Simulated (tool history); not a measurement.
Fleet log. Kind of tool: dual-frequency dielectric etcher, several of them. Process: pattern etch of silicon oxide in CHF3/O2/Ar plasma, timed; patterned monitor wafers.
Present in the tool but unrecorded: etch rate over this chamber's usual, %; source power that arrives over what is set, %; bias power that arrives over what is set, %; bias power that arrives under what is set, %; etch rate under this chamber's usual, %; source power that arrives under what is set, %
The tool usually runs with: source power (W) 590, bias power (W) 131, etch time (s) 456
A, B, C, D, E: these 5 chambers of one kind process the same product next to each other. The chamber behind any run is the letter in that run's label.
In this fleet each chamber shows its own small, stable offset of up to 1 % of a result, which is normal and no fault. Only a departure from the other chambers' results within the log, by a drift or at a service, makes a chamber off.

run	hour	source power (W)	bias power (W)	etch time (s)	hours since the last wet clean	hours since the last source power generator calibration	hours since the last bias power generator calibration	read-back reference wafer on the same gauge, depth_nm	mean etch depth across the wafer (Å)
1A	12	590	131	456	65.2	743.1	1107.2	842.87	8052.8
2D	20.2	590	131	456	159.8	532.7	636.4	843.32	8064
3E	26.3	590	131	456	286.7	1191.3	1760.9	842.62	8023.5
4B	37.4	590	131	456	284.1	584.4	1264.1	842.53	8078
5C	44.6	590	131	456	123.9	413	4031	842.54	8048.1
6B	51.2	590	131	456	297.9	598.2	1277.9	841.96	8103.7
7C	59.9	590	131	456	139.2	428.3	4046.3	843.19	8058
8A	66.1	590	131	456	119.3	797.2	1161.3	843.82	8128.4
9D	78.2	590	131	456	217.8	590.7	694.4	843.04	8157.7
10E	90.3	590	120	456	350.7	1255.3	1824.9	841.85	7887.7
11B	101.1	590	120	456	347.8	648.1	1327.8	843.62	7981.2
12D	107.6	590	120	456	247.2	620.1	723.8	842.63	7781
13E	116.2	590	120	456	376.6	1281.2	1850.8	842.89	7833.2
14C	125.3	590	120	456	204.6	493.7	4111.7	843.26	7888.1
# hour 128.3: chamber E: wet clean of the chamber
15A	138.2	590	131	456	191.4	869.3	1233.4	842.49	8093.4
# hour 142.5: chamber B: wet clean of the chamber
16B	144.4	590	131	456	1.9	691.4	1371.1	842.48	8104.5
17A	157.3	590	131	576	210.5	888.4	1252.5	843.74	10270
18E	168	590	131	576	39.7	1333	1902.6	843.24	10232
19D	175.2	590	131	576	314.8	687.7	791.4	843.03	9992.6
20C	181.8	590	131	576	261.1	550.2	4168.2	842.61	10236
21A	192.5	590	131	576	245.7	923.6	1287.7	843	10218
22E	200.4	590	131	456	72.1	1365.4	1935	843.31	7991.3
23B	209.5	590	131	456	67	756.5	1436.2	843.53	8124.2
24C	217.3	590	131	456	296.6	585.7	4203.7	843.33	8075
25D	225.4	590	131	456	365	737.9	841.6	843.18	7816.8
26A	234.5	590	131	456	287.7	965.6	1329.7	842.63	8066.4
27E	243.8	590	131	456	115.5	1408.8	1978.4	843.62	8040.7
28D	255.5	490	131	456	395.1	768	871.7	843.03	7267.2
29B	268.5	490	131	456	126	815.5	1495.2	842.94	7513.8
30C	279.6	490	131	456	358.9	648	4266	842.96	7514.2
31A	289.1	490	131	456	342.3	1020.2	1384.3	843.79	7488.4
32B	299.4	490	131	456	156.9	846.4	1526.1	842.5	7549.3
33C	311.2	590	131	456	390.5	679.6	4297.6	842.66	8186.2

Each of the 5 chambers runs these same settings next. Fill in every chamber's results:
34A	320.7	590	131	456					?
34B	320.7	590	131	456					?
34C	320.7	590	131	456					?
34D	320.7	590	131	456					?
34E	320.7	590	131	456					?

run	mean etch depth across the wafer (Å)
34A	8043
34B	8080.2
34C	8109.8
34D	7749.2
34E	8007.1
